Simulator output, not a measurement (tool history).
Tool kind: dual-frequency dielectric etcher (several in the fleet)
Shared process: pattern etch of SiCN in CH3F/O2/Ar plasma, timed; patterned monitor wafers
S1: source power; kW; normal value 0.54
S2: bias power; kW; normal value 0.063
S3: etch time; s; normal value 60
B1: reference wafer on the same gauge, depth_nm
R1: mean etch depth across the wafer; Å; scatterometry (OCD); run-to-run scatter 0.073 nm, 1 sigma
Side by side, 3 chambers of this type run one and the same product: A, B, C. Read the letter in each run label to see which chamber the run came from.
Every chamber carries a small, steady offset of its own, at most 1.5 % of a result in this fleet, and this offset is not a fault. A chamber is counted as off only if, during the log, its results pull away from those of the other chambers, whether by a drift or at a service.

run 1A hour=11.2 | S1=0.54 S2=0.063 S3=60 | B1=27.582 | R1=237.9
run 2B hour=24.6 | S1=0.54 S2=0.063 S3=60 | B1=27.617 | R1=240.69
run 3C hour=37 | S1=0.54 S2=0.063 S3=60 | B1=27.604 | R1=243.15
run 4A hour=44.9 | S1=0.54 S2=0.063 S3=60 | B1=27.61 | R1=238.58
run 5C hour=57.2 | S1=0.54 S2=0.063 S3=60 | B1=27.602 | R1=244.62
run 6B hour=65.1 | S1=0.54 S2=0.055 S3=47.5 | B1=27.608 | R1=182.42
run 7B hour=75.4 | S1=0.54 S2=0.055 S3=47.5 | B1=27.592 | R1=182.15
run 8A hour=88.4 | S1=0.54 S2=0.055 S3=47.5 | B1=27.581 | R1=180.47
run 9C hour=100.7 | S1=0.54 S2=0.063 S3=60 | B1=27.603 | R1=243.01
run 10A hour=111.8 | S1=0.54 S2=0.063 S3=60 | B1=27.603 | R1=238.28
run 11B hour=120.5 | S1=0.54 S2=0.063 S3=60 | B1=27.604 | R1=241.82
run 12C hour=128.7 | S1=0.54 S2=0.063 S3=72 | B1=27.597 | R1=293.2
run 13B hour=139.1 | S1=0.54 S2=0.063 S3=72 | B1=27.604 | R1=288.07
-- hour=139.4 chamber A: source power generator calibrated
run 14A hour=151.2 | S1=0.54 S2=0.063 S3=72 | B1=27.612 | R1=286.56
run 15C hour=160 | S1=0.54 S2=0.063 S3=60 | B1=27.599 | R1=245.87
run 16B hour=171.3 | S1=0.54 S2=0.063 S3=60 | B1=27.61 | R1=240.4
run 17A hour=179.5 | S1=0.54 S2=0.063 S3=60 | B1=27.571 | R1=238.8
run 18C hour=189.1 | S1=0.54 S2=0.063 S3=60 | B1=27.587 | R1=245.14
run 19B hour=201.3 | S1=0.54 S2=0.063 S3=60 | B1=27.588 | R1=241.46
run 20A hour=207.4 | S1=0.54 S2=0.063 S3=60 | B1=27.604 | R1=238.71
run 21C hour=216.3 | S1=0.54 S2=0.063 S3=60 | B1=27.616 | R1=245.66
run 22B hour=227.5 | S1=0.54 S2=0.063 S3=60 | B1=27.585 | R1=240.91
run 23C hour=239.3 | S1=0.54 S2=0.063 S3=60 | B1=27.595 | R1=245.31
run 24A hour=250.6 | S1=0.65 S2=0.05 S3=60 | B1=27.608 | R1=236.43
run 25A hour=259.4 | S1=0.65 S2=0.05 S3=60 | B1=27.605 | R1=236.14
run 26B hour=270.7 | S1=0.65 S2=0.05 S3=60 | B1=27.625 | R1=239.29
run 27C hour=281 | S1=0.54 S2=0.063 S3=60 | B1=27.601 | R1=246
run 28C hour=289.2 | S1=0.54 S2=0.063 S3=60 | B1=27.604 | R1=245.82
run 29B hour=298 | S1=0.54 S2=0.063 S3=60 | B1=27.616 | R1=240.83
run 30A hour=304.3 | S1=0.54 S2=0.063 S3=60 | B1=27.621 | R1=238.17
run 31C hour=314.8 | S1=0.54 S2=0.063 S3=60 | B1=27.621 | R1=246.27

Predict what each chamber gives when all 3 of them run the settings below next.
run 32A hour=324.9 | S1=0.54 S2=0.063 S3=60 | R1=?
run 32B hour=324.9 | S1=0.54 S2=0.063 S3=60 | R1=?
run 32C hour=324.9 | S1=0.54 S2=0.063 S3=60 | R1=?

run=32A R1=237.85
run=32B R1=240.66
run=32C R1=247.27
